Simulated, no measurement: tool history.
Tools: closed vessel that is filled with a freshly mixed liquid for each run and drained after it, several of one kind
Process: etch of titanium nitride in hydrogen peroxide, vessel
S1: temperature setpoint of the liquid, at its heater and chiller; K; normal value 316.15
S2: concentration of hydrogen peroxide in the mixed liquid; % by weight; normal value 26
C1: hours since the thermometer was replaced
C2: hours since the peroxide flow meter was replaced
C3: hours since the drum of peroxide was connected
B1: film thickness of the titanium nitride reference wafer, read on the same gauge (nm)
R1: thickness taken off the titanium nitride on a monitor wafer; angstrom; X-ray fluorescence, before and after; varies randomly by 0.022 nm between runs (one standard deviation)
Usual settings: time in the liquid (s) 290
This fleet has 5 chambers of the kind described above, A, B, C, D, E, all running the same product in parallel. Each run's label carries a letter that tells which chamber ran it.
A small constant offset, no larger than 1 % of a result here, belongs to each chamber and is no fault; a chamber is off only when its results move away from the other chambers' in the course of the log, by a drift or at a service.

Run 1D, hour 3.9: usual settings; C1 415.4; C2 454.7; C3 462.4; B1 140.01. Result: R1 45.695 angstrom.
Run 2A, hour 8.6: usual settings; C1 503.3; C2 394.6; C3 328.3; B1 140.02. Result: R1 45.311 angstrom.
Run 3B, hour 12.8: usual settings; C1 299.5; C2 1140.9; C3 1190.4; B1 140. Result: R1 45.534 angstrom.
Run 4C, hour 18.6: usual settings; C1 109.6; C2 518.9; C3 1092.9; B1 140.01. Result: R1 45.522 angstrom.
Run 5E, hour 23.2: usual settings; C1 1116; C2 494.9; C3 299.8; B1 139.98. Result: R1 45.497 angstrom.
Run 6A, hour 27.4: usual settings; C1 522.1; C2 413.4; C3 347.1; B1 140. Result: R1 45.811 angstrom.
Run 7E, hour 31.4: usual settings; C1 1124.2; C2 503.1; C3 308; B1 140.01. Result: R1 46.074 angstrom.
Run 8C, hour 34.8: usual settings; C1 125.8; C2 535.1; C3 1109.1; B1 140.01. Result: R1 45.548 angstrom.
Run 9D, hour 39.5: usual settings but S1 319.15 K, S2 22.5 % by weight; C1 451; C2 490.3; C3 498; B1 139.99. Result: R1 55.457 angstrom.
At hour 42.1: chamber D: peroxide flow meter replaced.
Run 10B, hour 42.2: usual settings but S1 319.15 K, S2 22.5 % by weight; C1 328.9; C2 1170.3; C3 1219.8; B1 140.01. Result: R1 55.131 angstrom.
Run 11C, hour 46.5: usual settings but S1 319.15 K, S2 22.5 % by weight; C1 137.5; C2 546.8; C3 1120.8; B1 140.01. Result: R1 55.152 angstrom.
At hour 47.4: chamber B: new drum of peroxide connected.
Run 12A, hour 52: usual settings but S1 319.15 K, S2 22.5 % by weight; C1 546.7; C2 438; C3 371.7; B1 140. Result: R1 55.295 angstrom.
Run 13D, hour 55.2: usual settings but S1 319.15 K, S2 22.5 % by weight; C1 466.7; C2 13.2; C3 513.7; B1 139.98. Result: R1 54.957 angstrom.
Run 14E, hour 60: usual settings; C1 1152.8; C2 531.7; C3 336.6; B1 139.98. Result: R1 45.964 angstrom.
Run 15B, hour 62.9: usual settings but S1 306.65 K, S2 29.5 % by weight; C1 349.6; C2 1191; C3 15.6; B1 140. Result: R1 22.573 angstrom.
Run 16B, hour 68.2: usual settings but S1 306.65 K, S2 29.5 % by weight; C1 354.9; C2 1196.3; C3 20.9; B1 139.98. Result: R1 22.732 angstrom.
Run 17E, hour 70.9: usual settings but S1 306.65 K, S2 29.5 % by weight; C1 1163.7; C2 542.6; C3 347.5; B1 140.02. Result: R1 22.055 angstrom.
Run 18A, hour 74.2: usual settings but S1 306.65 K, S2 29.5 % by weight; C1 568.9; C2 460.2; C3 393.9; B1 139.98. Result: R1 22.469 angstrom.
Run 19C, hour 78.6: usual settings but S1 306.65 K, S2 29.5 % by weight; C1 169.6; C2 578.9; C3 1152.9; B1 140.01. Result: R1 22.195 angstrom.
Run 20D, hour 82.1: usual settings; C1 493.6; C2 40.1; C3 540.6; B1 140. Result: R1 45.471 angstrom.
Run 21D, hour 86.9: usual settings; C1 498.4; C2 44.9; C3 545.4; B1 140. Result: R1 45.316 angstrom.
Run 22E, hour 90.6: usual settings; C1 1183.4; C2 562.3; C3 367.2; B1 139.99. Result: R1 45.863 angstrom.
Run 23C, hour 95.4: usual settings; C1 186.4; C2 595.7; C3 1169.7; B1 139.99. Result: R1 45.703 angstrom.
Run 24B, hour 100.3: usual settings; C1 387; C2 1228.4; C3 53; B1 140.01. Result: R1 46.184 angstrom.
Run 25A, hour 105.4: usual settings; C1 600.1; C2 491.4; C3 425.1; B1 140. Result: R1 45.192 angstrom.
Run 26E, hour 111: usual settings but S2 30 % by weight, time in the liquid (s) 420; C1 1203.8; C2 582.7; C3 387.6; B1 140.01. Result: R1 67.423 angstrom.
Run 27C, hour 115.7: usual settings but S2 30 % by weight, time in the liquid (s) 420; C1 206.7; C2 616; C3 1190; B1 140.01. Result: R1 68.226 angstrom.
Run 28A, hour 120.5: usual settings but S2 30 % by weight, time in the liquid (s) 420; C1 615.2; C2 506.5; C3 440.2; B1 140. Result: R1 67.922 angstrom.
Run 29B, hour 124.2: usual settings but S2 30 % by weight, time in the liquid (s) 420; C1 410.9; C2 1252.3; C3 76.9; B1 140.01. Result: R1 69.559 angstrom.
Run 30D, hour 129.8: usual settings but S2 30 % by weight, time in the liquid (s) 420; C1 541.3; C2 87.8; C3 588.3; B1 139.99. Result: R1 67.74 angstrom.
Run 31E, hour 133.7: usual settings; C1 1226.5; C2 605.4; C3 410.3; B1 140.01. Result: R1 45.59 angstrom.
Run 32A, hour 139.2: usual settings; C1 633.9; C2 525.2; C3 458.9; B1 140.02. Result: R1 45.567 angstrom.
Run 33D, hour 143.5: usual settings; C1 555; C2 101.5; C3 602; B1 140. Result: R1 44.945 angstrom.
Run 34B, hour 149.2: usual settings; C1 435.9; C2 1277.3; C3 101.9; B1 140.01. Result: R1 46.784 angstrom.
Run 35C, hour 153.9: usual settings; C1 244.9; C2 654.2; C3 1228.2; B1 140.01. Result: R1 45.747 angstrom.
Run 36B, hour 156.5: usual settings; C1 443.2; C2 1284.6; C3 109.2; B1 140.01. Result: R1 46.69 angstrom.
Run 37A, hour 160.3: usual settings; C1 655; C2 546.3; C3 480; B1 140.02. Result: R1 45.02 angstrom.
Run 38D, hour 164.9: usual settings but S1 320.15 K, time in the liquid (s) 160; C1 576.4; C2 122.9; C3 623.4; B1 140.01. Result: R1 33.792 angstrom.
Run 39E, hour 168.4: usual settings but S1 320.15 K, time in the liquid (s) 160; C1 1261.2; C2 640.1; C3 445; B1 139.98. Result: R1 33.907 angstrom.
Run 40C, hour 172.9: usual settings but S1 320.15 K, time in the liquid (s) 160; C1 263.9; C2 673.2; C3 1247.2; B1 139.99. Result: R1 34.292 angstrom.
Run 41A, hour 178.1: usual settings but S1 320.15 K, time in the liquid (s) 160; C1 672.8; C2 564.1; C3 497.8; B1 139.99. Result: R1 33.407 angstrom.
Run 42C, hour 183.9: usual settings but S1 320.15 K, time in the liquid (s) 160; C1 274.9; C2 684.2; C3 1258.2; B1 140. Result: R1 34.106 angstrom.
Run 43E, hour 188: usual settings; C1 1280.8; C2 659.7; C3 464.6; B1 140.01. Result: R1 45.915 angstrom.

Next, every chamber runs the same settings. What will each give?
Run 44A, hour 192.1: usual settings but S2 18.5 % by weight. Result: R1 ?.
Run 44B, hour 192.1: usual settings but S2 18.5 % by weight. Result: R1 ?.
Run 44C, hour 192.1: usual settings but S2 18.5 % by weight. Result: R1 ?.
Run 44D, hour 192.1: usual settings but S2 18.5 % by weight. Result: R1 ?.
Run 44E, hour 192.1: usual settings but S2 18.5 % by weight. Result: R1 ?.

run      R1
44A  42.279
44B  43.472
44C  42.657
44D  42.292
44E  42.644

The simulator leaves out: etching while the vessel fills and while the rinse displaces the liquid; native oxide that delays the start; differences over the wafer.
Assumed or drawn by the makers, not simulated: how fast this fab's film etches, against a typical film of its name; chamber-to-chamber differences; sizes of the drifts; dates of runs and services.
